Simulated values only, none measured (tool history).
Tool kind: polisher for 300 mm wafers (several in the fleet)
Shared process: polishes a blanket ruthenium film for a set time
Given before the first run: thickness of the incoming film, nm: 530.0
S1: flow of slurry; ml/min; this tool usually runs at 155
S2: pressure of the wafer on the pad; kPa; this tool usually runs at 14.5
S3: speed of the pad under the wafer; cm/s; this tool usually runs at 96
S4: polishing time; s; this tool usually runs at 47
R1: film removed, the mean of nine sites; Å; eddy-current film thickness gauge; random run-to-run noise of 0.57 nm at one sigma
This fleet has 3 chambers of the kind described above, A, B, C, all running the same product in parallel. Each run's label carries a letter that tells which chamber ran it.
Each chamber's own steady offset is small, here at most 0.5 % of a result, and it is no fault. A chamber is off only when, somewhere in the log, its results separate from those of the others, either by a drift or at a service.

Run 1A, hour 5.6: usual settings. Result: R1 563.62 Å.
Run 2C, hour 10.3: usual settings. Result: R1 559.90 Å.
At hour 11.7: chamber A: worn pad replaced by a new one.
Run 3B, hour 19.9: usual settings. Result: R1 574.42 Å.
Run 4A, hour 29.4: usual settings. Result: R1 565.85 Å.
Run 5C, hour 34.2: usual settings. Result: R1 559.09 Å.
At hour 36.6: chamber B: worn pad replaced by a new one.
Run 6B, hour 41.8: usual settings. Result: R1 573.59 Å.
Run 7A, hour 47.3: usual settings. Result: R1 560.52 Å.
Run 8C, hour 53.7: usual settings. Result: R1 565.02 Å.
Run 9B, hour 62.2: usual settings. Result: R1 570.52 Å.
Run 10C, hour 67.4: usual settings. Result: R1 566.17 Å.
Run 11B, hour 77.4: usual settings. Result: R1 574.05 Å.
Run 12A, hour 82.4: usual settings. Result: R1 570.06 Å.
At hour 88.6: chamber C: worn pad replaced by a new one.
At hour 89.7: chamber B: head pressure recalibrated.
Run 13A, hour 91.6: usual settings. Result: R1 575.50 Å.
Run 14C, hour 96.2: usual settings. Result: R1 566.44 Å.
Run 15B, hour 101.9: usual settings. Result: R1 544.93 Å.
Run 16B, hour 106.7: usual settings. Result: R1 532.49 Å.
Run 17A, hour 112.0: usual settings but S1 140 ml/min, S3 74 cm/s. Result: R1 425.03 Å.
At hour 113.9: chamber A: slurry nozzle cleaned.
Run 18C, hour 120.7: usual settings but S1 140 ml/min, S3 74 cm/s. Result: R1 429.29 Å.
At hour 121.5: chamber B: worn pad replaced by a new one.
Run 19C, hour 126.3: usual settings but S1 140 ml/min, S3 74 cm/s. Result: R1 433.02 Å.
Run 20B, hour 132.6: usual settings. Result: R1 525.91 Å.
Run 21A, hour 140.0: usual settings. Result: R1 564.24 Å.
Run 22A, hour 145.9: usual settings. Result: R1 571.19 Å.
At hour 147.6: chamber A: worn pad replaced by a new one.
At hour 151.5: chamber A: head pressure recalibrated.
Run 23B, hour 154.1: usual settings. Result: R1 541.47 Å.
Run 24C, hour 162.6: usual settings but S3 78 cm/s, S4 38 s. Result: R1 366.06 Å.
Run 25B, hour 171.9: usual settings but S3 78 cm/s, S4 38 s. Result: R1 355.89 Å.
Run 26A, hour 180.7: usual settings but S3 78 cm/s, S4 38 s. Result: R1 372.73 Å.
Run 27C, hour 191.1: usual settings. Result: R1 563.16 Å.
Run 28A, hour 199.8: usual settings but S1 200 ml/min, S4 37 s. Result: R1 457.18 Å.
At hour 199.9: chamber C: worn pad replaced by a new one.
At hour 201.9: chamber B: worn pad replaced by a new one.
Run 29C, hour 207.5: usual settings but S1 200 ml/min, S4 37 s. Result: R1 463.68 Å.
Run 30B, hour 214.1: usual settings but S1 200 ml/min, S4 37 s. Result: R1 444.91 Å.
Run 31B, hour 220.3: usual settings. Result: R1 529.37 Å.
Run 32A, hour 230.0: usual settings but S3 120 cm/s. Result: R1 700.24 Å.
Run 33C, hour 235.6: usual settings but S3 120 cm/s. Result: R1 707.07 Å.

What goes on in this fleet: one chamber off, a drifting gauge, or nothing beyond the chambers' own small offsets? Name the chamber and the cause, if any.

The work done on chamber B during a service left it standing apart from the others.
What lies behind it: head's pressure below its setpoint, % = 6.38.

Here are 4 candidates for chamber B's next run, each the usual settings with a change, their results left as question marks. Which one brings its results back in line with what the others give on the usual settings?
A result is in line if it is within this distance of the other chambers' mean on the usual settings: R1 20.00 Å
Run 34B-1, hour 243.1: usual settings but S3 100 cm/s, S4 48 s. Result: R1 ?.
Run 34B-2, hour 243.1: usual settings but S3 102 cm/s, S4 50 s. Result: R1 ?.
Run 34B-3, hour 243.1: usual settings but S2 13.8 kPa, S4 44 s. Result: R1 ?.
Run 34B-4, hour 243.1: usual settings but S1 120 ml/min. Result: R1 ?.

Other chambers, usual settings, mean: R1 565.72 Å
  run      R1
34B-1  568.72
34B-2  604.43
34B-3  476.23
34B-4  508.76
The answer is 34B-1, which returns the chamber to within the allowed miss of the others.
